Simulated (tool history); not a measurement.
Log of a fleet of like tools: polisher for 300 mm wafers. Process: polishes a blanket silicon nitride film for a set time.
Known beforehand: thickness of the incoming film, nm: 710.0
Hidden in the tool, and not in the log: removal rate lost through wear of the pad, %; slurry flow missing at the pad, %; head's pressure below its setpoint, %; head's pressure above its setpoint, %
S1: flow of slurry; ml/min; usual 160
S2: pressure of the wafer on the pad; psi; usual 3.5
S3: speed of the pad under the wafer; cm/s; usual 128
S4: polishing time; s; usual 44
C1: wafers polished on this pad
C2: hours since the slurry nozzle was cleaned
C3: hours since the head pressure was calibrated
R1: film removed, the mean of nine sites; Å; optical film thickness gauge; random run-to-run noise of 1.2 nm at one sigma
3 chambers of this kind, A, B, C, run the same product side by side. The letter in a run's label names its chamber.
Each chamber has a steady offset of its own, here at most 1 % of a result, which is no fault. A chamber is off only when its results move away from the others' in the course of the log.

run	day	S1	S2	S3	S4	C1	C2	C3	R1
1A	0.183	160	3.5	128	44	533	106.6	569.3	766.95
2B	0.396	160	3.5	128	44	552	609.9	19.9	763.22
3C	0.738	160	3.5	128	44	368	542.6	1098.0	744.69
4C	1.096	160	3.5	128	44	444	551.2	1106.6	755.71
5B	1.312	160	3.5	128	44	746	631.9	41.9	763.24
6A	1.658	160	2.8	128	50	845	142.0	604.7	697.28
7B	1.971	160	2.8	128	50	885	647.7	57.7	707.10
# day 2.038: chamber C: worn pad replaced by a new one
8A	2.358	160	2.8	128	50	993	158.8	621.5	694.24
9C	2.688	160	3.5	128	44	137	589.4	1144.8	761.23
10C	3.058	160	3.5	128	44	215	598.3	1153.7	750.92
11B	3.246	160	3.5	128	44	1155	678.3	88.3	755.86
12A	3.558	160	3.5	128	44	1247	187.6	650.3	759.93
13C	3.896	160	3.5	128	44	393	618.4	1173.8	762.35
# day 4.012: chamber C: slurry nozzle cleaned
14A	4.254	160	3.5	128	44	1394	204.3	667.0	774.76
15B	4.429	160	3.5	128	44	1405	706.7	116.7	770.56
# day 4.592: chamber B: worn pad replaced by a new one
16A	4.804	160	3.5	128	44	1510	217.5	680.2	749.18
# day 5.046: chamber A: worn pad replaced by a new one
17C	5.104	160	3.5	128	44	648	26.2	1202.8	777.81
# day 5.292: chamber C: worn pad replaced by a new one
18B	5.438	160	3.5	128	44	179	730.9	140.9	764.13
19A	5.762	160	3.5	128	44	151	240.5	703.2	773.61
20C	5.992	160	3.5	128	44	148	47.5	1224.1	776.52
21B	6.362	160	3.5	128	44	375	753.1	163.1	762.78
# day 6.429: chamber A: head pressure recalibrated
22C	6.638	160	3.5	128	44	285	63.0	1239.6	767.38
# day 6.812: chamber A: slurry nozzle cleaned
# day 6.888: chamber C: head pressure recalibrated
23B	7.004	160	3.5	128	44	510	768.5	178.5	759.24
24A	7.250	115	3.5	128	39	466	10.5	19.7	645.30
25B	7.496	115	3.5	128	39	614	780.3	190.3	645.45
26C	7.729	115	3.5	128	39	516	89.2	20.2	640.76
27A	7.954	195	3.5	128	52	615	27.4	36.6	919.13
28C	8.162	195	3.5	128	52	608	99.6	30.6	905.71
# day 8.354: chamber B: slurry nozzle cleaned
29A	8.404	195	3.5	128	52	710	38.2	47.4	934.45
# day 8.417: chamber C: worn pad replaced by a new one
30B	8.679	160	3.5	128	44	865	7.9	218.7	759.50
31C	8.879	160	3.5	128	44	98	116.8	47.8	784.50
32B	9.046	160	3.5	128	44	942	16.7	227.5	759.01
33A	9.358	160	3.5	128	44	912	61.1	70.3	751.65
34C	9.567	160	3.5	128	44	243	133.3	64.3	769.32
35B	9.904	160	3.5	128	44	1124	37.3	248.1	767.22
36A	10.138	160	3.5	128	44	1077	79.8	89.0	777.32
37C	10.342	160	3.5	128	44	407	151.9	82.9	757.48
# day 10.554: chamber B: worn pad replaced by a new one
38B	10.696	160	3.5	128	44	29	56.3	267.1	765.24
39A	11.021	160	3.5	128	44	1264	101.0	110.2	784.03
40A	11.317	160	3.5	128	34	1326	108.1	117.3	586.60

Next, all 3 chambers run the settings below, one line each with question marks for the results. What does each chamber give?
41A	11.600	160	3.5	128	44				?
41B	11.600	160	3.5	128	44				?
41C	11.600	160	3.5	128	44				?

run	R1
41A	767.10
41B	769.39
41C	760.84
